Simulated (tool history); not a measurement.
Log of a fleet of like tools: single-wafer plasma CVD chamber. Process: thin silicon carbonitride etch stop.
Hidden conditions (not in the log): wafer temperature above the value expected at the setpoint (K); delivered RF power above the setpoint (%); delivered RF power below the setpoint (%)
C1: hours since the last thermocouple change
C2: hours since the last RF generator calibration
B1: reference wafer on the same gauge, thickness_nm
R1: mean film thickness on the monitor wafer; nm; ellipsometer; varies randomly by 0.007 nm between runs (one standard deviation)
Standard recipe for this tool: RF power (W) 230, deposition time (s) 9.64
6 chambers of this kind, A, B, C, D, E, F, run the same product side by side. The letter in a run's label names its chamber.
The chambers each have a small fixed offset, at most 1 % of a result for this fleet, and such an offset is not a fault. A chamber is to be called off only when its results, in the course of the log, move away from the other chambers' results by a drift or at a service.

Run 1A, hour 4.8: usual settings; C1 230.9; C2 197.9; B1 6.8298. Result: R1 5.7286 nm.
Run 2B, hour 13.1: usual settings; C1 1424.1; C2 595.0; B1 6.8295. Result: R1 5.7524 nm.
Run 3E, hour 22.0: usual settings; C1 45.8; C2 1321.2; B1 6.8267. Result: R1 5.7857 nm.
Run 4F, hour 27.0: usual settings; C1 719.9; C2 2112.3; B1 6.8273. Result: R1 5.6958 nm.
Run 5D, hour 36.5: usual settings; C1 154.0; C2 1084.1; B1 6.8263. Result: R1 5.7303 nm.
Run 6C, hour 42.3: usual settings; C1 1029.5; C2 1158.4; B1 6.8249. Result: R1 5.6989 nm.
Run 7E, hour 52.1: usual settings but RF power (W) 215; C1 75.9; C2 1351.3; B1 6.8232. Result: R1 5.6489 nm.
Run 8A, hour 56.3: usual settings but RF power (W) 215; C1 282.4; C2 249.4; B1 6.8230. Result: R1 5.5969 nm.
Run 9F, hour 61.2: usual settings but RF power (W) 215; C1 754.1; C2 2146.5; B1 6.8224. Result: R1 5.5735 nm.
Run 10B, hour 68.0: usual settings but RF power (W) 215; C1 1479.0; C2 649.9; B1 6.8201. Result: R1 5.6372 nm.
Run 11C, hour 76.6: usual settings but RF power (W) 215; C1 1063.8; C2 1192.7; B1 6.8200. Result: R1 5.5645 nm.
At hour 83.5: chamber B: thermocouple changed; heater temperature recalibrated.
Run 12D, hour 86.2: usual settings but RF power (W) 215; C1 203.7; C2 1133.8; B1 6.8178. Result: R1 5.6013 nm.
At hour 89.9: chamber C: RF generator calibrated.
Run 13E, hour 93.1: usual settings; C1 116.9; C2 1392.3; B1 6.8187. Result: R1 5.7679 nm.
Run 14D, hour 97.8: usual settings; C1 215.3; C2 1145.4; B1 6.8199. Result: R1 5.7216 nm.
Run 15A, hour 107.0: usual settings; C1 333.1; C2 300.1; B1 6.8170. Result: R1 5.7131 nm.
Run 16F, hour 112.5: usual settings; C1 805.4; C2 2197.8; B1 6.8147. Result: R1 5.6961 nm.
Run 17B, hour 119.7: usual settings; C1 36.2; C2 701.6; B1 6.8152. Result: R1 5.7458 nm.
Run 18C, hour 127.9: usual settings; C1 1115.1; C2 38.1; B1 6.8127. Result: R1 5.7022 nm.
Run 19D, hour 134.2: usual settings; C1 251.7; C2 1181.8; B1 6.8121. Result: R1 5.7212 nm.
Run 20A, hour 142.0: usual settings; C1 368.1; C2 335.1; B1 6.8110. Result: R1 5.7122 nm.
Run 21F, hour 149.5: usual settings; C1 842.4; C2 2234.8; B1 6.8096. Result: R1 5.6778 nm.
Run 22B, hour 156.2: usual settings; C1 72.7; C2 738.1; B1 6.8100. Result: R1 5.7429 nm.
Run 23C, hour 161.7: usual settings; C1 1148.9; C2 71.9; B1 6.8107. Result: R1 5.7030 nm.
Run 24E, hour 168.5: usual settings; C1 192.3; C2 1467.7; B1 6.8084. Result: R1 5.7686 nm.
Run 25B, hour 172.7: usual settings; C1 89.2; C2 754.6; B1 6.8091. Result: R1 5.7385 nm.
Run 26D, hour 177.7: usual settings; C1 295.2; C2 1225.3; B1 6.8068. Result: R1 5.7035 nm.
Run 27F, hour 182.9: usual settings; C1 875.8; C2 2268.2; B1 6.8061. Result: R1 5.6693 nm.
Run 28C, hour 192.2: usual settings; C1 1179.4; C2 102.4; B1 6.8045. Result: R1 5.6806 nm.
Run 29E, hour 200.5: usual settings; C1 224.3; C2 1499.7; B1 6.8021. Result: R1 5.7498 nm.
Run 30A, hour 210.1: usual settings; C1 436.2; C2 403.2; B1 6.8008. Result: R1 5.7055 nm.
Run 31A, hour 219.0: usual settings; C1 445.1; C2 412.1; B1 6.8026. Result: R1 5.6929 nm.
Run 32D, hour 227.0: usual settings; C1 344.5; C2 1274.6; B1 6.8014. Result: R1 5.7091 nm.
Run 33C, hour 231.3: usual settings; C1 1218.5; C2 141.5; B1 6.7997. Result: R1 5.6954 nm.
Run 34F, hour 238.4: usual settings; C1 931.3; C2 2323.7; B1 6.7985. Result: R1 5.6650 nm.
Run 35B, hour 246.9: usual settings but RF power (W) 200, deposition time (s) 8.26; C1 163.4; C2 828.8; B1 6.7955. Result: R1 4.7230 nm.
Run 36E, hour 254.4: usual settings but RF power (W) 200, deposition time (s) 8.26; C1 278.2; C2 1553.6; B1 6.7966. Result: R1 4.7180 nm.

What goes on in this fleet: one chamber off, a drifting gauge, or nothing beyond the chambers' own small offsets? Name the chamber and the cause, if any.

No chamber is off; the gauge reading every chamber's wafers drifts, which makes the whole fleet appear to move together.
What lies behind it: gauge reads low (%) = 0.505.
